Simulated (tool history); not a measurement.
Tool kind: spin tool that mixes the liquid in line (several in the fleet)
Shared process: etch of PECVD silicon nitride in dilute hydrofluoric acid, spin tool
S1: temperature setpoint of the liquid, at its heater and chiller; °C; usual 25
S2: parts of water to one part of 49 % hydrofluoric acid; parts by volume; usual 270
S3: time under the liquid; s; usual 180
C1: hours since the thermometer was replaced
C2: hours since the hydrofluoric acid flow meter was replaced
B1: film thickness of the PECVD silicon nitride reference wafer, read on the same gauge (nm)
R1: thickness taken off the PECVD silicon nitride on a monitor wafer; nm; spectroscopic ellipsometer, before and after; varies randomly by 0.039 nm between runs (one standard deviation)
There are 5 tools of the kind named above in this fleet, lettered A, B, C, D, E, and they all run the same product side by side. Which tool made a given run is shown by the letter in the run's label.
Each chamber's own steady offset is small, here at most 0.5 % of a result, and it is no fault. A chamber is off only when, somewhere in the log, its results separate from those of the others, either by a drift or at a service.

Run 1C, hour 7: usual settings; C1 203.8; C2 898.3; B1 99.996. Result: R1 3.4248 nm.
Run 2B, hour 13.2: usual settings; C1 467.8; C2 97.2; B1 99.972. Result: R1 3.3702 nm.
Run 3E, hour 17.4: usual settings; C1 457.3; C2 1009.1; B1 99.966. Result: R1 3.4474 nm.
Run 4D, hour 21.1: usual settings; C1 223; C2 517.5; B1 100.01. Result: R1 3.4377 nm.
Run 5A, hour 26: usual settings; C1 654.4; C2 120.8; B1 100. Result: R1 3.3726 nm.
Run 6C, hour 29.5: usual settings; C1 226.3; C2 920.8; B1 99.987. Result: R1 3.489 nm.
Run 7B, hour 35.6: usual settings; C1 490.2; C2 119.6; B1 100. Result: R1 3.4166 nm.
Run 8D, hour 40.6: usual settings; C1 242.5; C2 537; B1 100.01. Result: R1 3.3955 nm.
Run 9E, hour 46.8: usual settings; C1 486.7; C2 1038.5; B1 100.01. Result: R1 3.4002 nm.
Run 10A, hour 53.9: usual settings but S1 23 °C; C1 682.3; C2 148.7; B1 99.988. Result: R1 3.0427 nm.
Run 11E, hour 60.4: usual settings but S1 23 °C; C1 500.3; C2 1052.1; B1 100.01. Result: R1 3.0255 nm.
Run 12C, hour 65.7: usual settings but S1 23 °C; C1 262.5; C2 957; B1 100.01. Result: R1 3.0987 nm.
Run 13D, hour 68.9: usual settings but S1 23 °C; C1 270.8; C2 565.3; B1 99.989. Result: R1 3.0808 nm.
Run 14A, hour 73.1: usual settings but S1 23 °C; C1 701.5; C2 167.9; B1 99.999. Result: R1 3.027 nm.
Run 15B, hour 77.5: usual settings; C1 532.1; C2 161.5; B1 99.98. Result: R1 3.4544 nm.
Run 16E, hour 81.5: usual settings; C1 521.4; C2 1073.2; B1 100.01. Result: R1 3.3682 nm.
Run 17B, hour 88.5: usual settings; C1 543.1; C2 172.5; B1 100. Result: R1 3.3619 nm.
Run 18D, hour 94.1: usual settings; C1 296; C2 590.5; B1 100. Result: R1 3.4316 nm.
Run 19C, hour 99.8: usual settings; C1 296.6; C2 991.1; B1 99.993. Result: R1 3.3398 nm.
Run 20A, hour 106.4: usual settings but S2 350 parts by volume, S3 215 s; C1 734.8; C2 201.2; B1 100.02. Result: R1 3.1691 nm.
Run 21B, hour 113: usual settings but S2 350 parts by volume, S3 215 s; C1 567.6; C2 197; B1 100.01. Result: R1 3.1557 nm.
Run 22E, hour 116.5: usual settings but S2 350 parts by volume, S3 215 s; C1 556.4; C2 1108.2; B1 99.998. Result: R1 3.1382 nm.
Run 23C, hour 122.4: usual settings but S2 350 parts by volume, S3 215 s; C1 319.2; C2 1013.7; B1 100. Result: R1 2.9053 nm.
Run 24A, hour 127.5: usual settings but S2 350 parts by volume, S3 215 s; C1 755.9; C2 222.3; B1 99.998. Result: R1 3.0897 nm.
Run 25D, hour 134.1: usual settings; C1 336; C2 630.5; B1 100.02. Result: R1 3.4521 nm.
Run 26E, hour 140.9: usual settings; C1 580.8; C2 1132.6; B1 99.997. Result: R1 3.3927 nm.
Run 27C, hour 145.2: usual settings; C1 342; C2 1036.5; B1 100. Result: R1 3.0952 nm.
Run 28D, hour 150.9: usual settings; C1 352.8; C2 647.3; B1 99.998. Result: R1 3.5017 nm.
Run 29B, hour 156.4: usual settings; C1 611; C2 240.4; B1 99.999. Result: R1 3.384 nm.
Run 30A, hour 161.4: usual settings; C1 789.8; C2 256.2; B1 99.989. Result: R1 3.4168 nm.
Run 31B, hour 164.7: usual settings; C1 619.3; C2 248.7; B1 100.01. Result: R1 3.4498 nm.
Run 32E, hour 168.6: usual settings; C1 608.5; C2 1160.3; B1 100. Result: R1 3.392 nm.

Next, every chamber runs the same settings. What will each give?
Run 33A, hour 173.6: usual settings. Result: R1 ?.
Run 33B, hour 173.6: usual settings. Result: R1 ?.
Run 33C, hour 173.6: usual settings. Result: R1 ?.
Run 33D, hour 173.6: usual settings. Result: R1 ?.
Run 33E, hour 173.6: usual settings. Result: R1 ?.

run      R1
33A  3.3931
33B  3.4543
33C  2.9775
33D  3.5097
33E  3.4453

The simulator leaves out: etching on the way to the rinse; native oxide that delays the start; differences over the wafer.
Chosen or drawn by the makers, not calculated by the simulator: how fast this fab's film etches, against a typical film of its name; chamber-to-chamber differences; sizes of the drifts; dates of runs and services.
